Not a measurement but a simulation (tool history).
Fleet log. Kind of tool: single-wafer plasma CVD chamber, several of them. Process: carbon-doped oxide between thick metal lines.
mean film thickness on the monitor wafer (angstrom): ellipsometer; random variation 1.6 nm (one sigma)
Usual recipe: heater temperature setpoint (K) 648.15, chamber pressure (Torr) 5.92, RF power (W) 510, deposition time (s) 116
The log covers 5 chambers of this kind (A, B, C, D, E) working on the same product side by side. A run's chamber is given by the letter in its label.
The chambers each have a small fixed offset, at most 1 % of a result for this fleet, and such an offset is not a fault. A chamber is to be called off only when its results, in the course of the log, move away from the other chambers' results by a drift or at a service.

run	hour	heater temperature setpoint (K)	chamber pressure (Torr)	RF power (W)	deposition time (s)	read-back reference wafer on the same gauge, thickness_nm	mean film thickness on the monitor wafer (angstrom)
1A	4.7	648.15	5.92	510	116	678.32	5698.7
# hour 5.7: chamber B: thermocouple changed; heater temperature recalibrated
2E	10.9	648.15	5.92	510	116	678.35	5726.5
3D	16.0	648.15	5.92	510	116	677.85	5764.0
4B	26.0	648.15	5.92	510	116	678.07	5769.7
5C	31.2	648.15	5.92	510	116	677.97	5717.3
6A	37.7	648.15	5.92	510	116	677.87	5736.2
7C	46.2	648.15	5.92	510	116	678.21	5711.4
8E	52.0	657.15	5.92	510	116	678.22	5664.0
9B	56.8	657.15	5.92	510	116	678.31	5632.0
10D	65.2	657.15	5.92	510	116	678.17	5637.7
11E	71.6	657.15	5.92	510	116	678.73	5669.2
12B	79.0	657.15	5.92	510	116	677.79	5652.3
13C	84.9	648.15	5.92	510	116	677.93	5708.4
14D	91.6	648.15	5.92	510	116	677.61	5699.1
15A	100.2	648.15	5.92	510	116	677.89	5681.7
16A	107.3	648.15	5.92	510	128	678.08	6335.4
17D	115.9	648.15	5.92	510	128	677.96	6308.2
18C	123.9	648.15	5.92	510	128	677.64	6292.9
19B	132.0	648.15	5.92	510	128	678.42	6348.4
20E	141.6	648.15	5.92	510	128	677.71	6358.5
21A	149.9	648.15	5.92	510	116	678.04	5736.4
22D	155.6	648.15	5.92	510	116	678.35	5723.0
23C	162.3	648.15	5.92	510	116	678.05	5689.0
24B	167.3	648.15	5.92	510	133	677.80	6585.6
25E	175.9	648.15	5.92	510	133	677.34	6621.8
26C	185.0	648.15	5.92	510	133	678.23	6528.3
27B	193.6	648.15	5.92	510	133	678.77	6608.4
28A	202.8	648.15	5.92	510	133	677.87	6542.5
29D	210.6	648.15	5.92	420	103	678.06	4459.1
30E	218.7	648.15	5.92	420	103	677.73	4482.7
31E	225.7	648.15	5.92	420	103	677.92	4490.8

Has any chamber moved away from the others, gradually or after a service, or does the common gauge drift, or do the chambers differ only by their own small steady offsets? State the chamber and the most likely cause if one applies.

All chambers stay in line apart from their small fixed offsets, and the gauge does not drift.
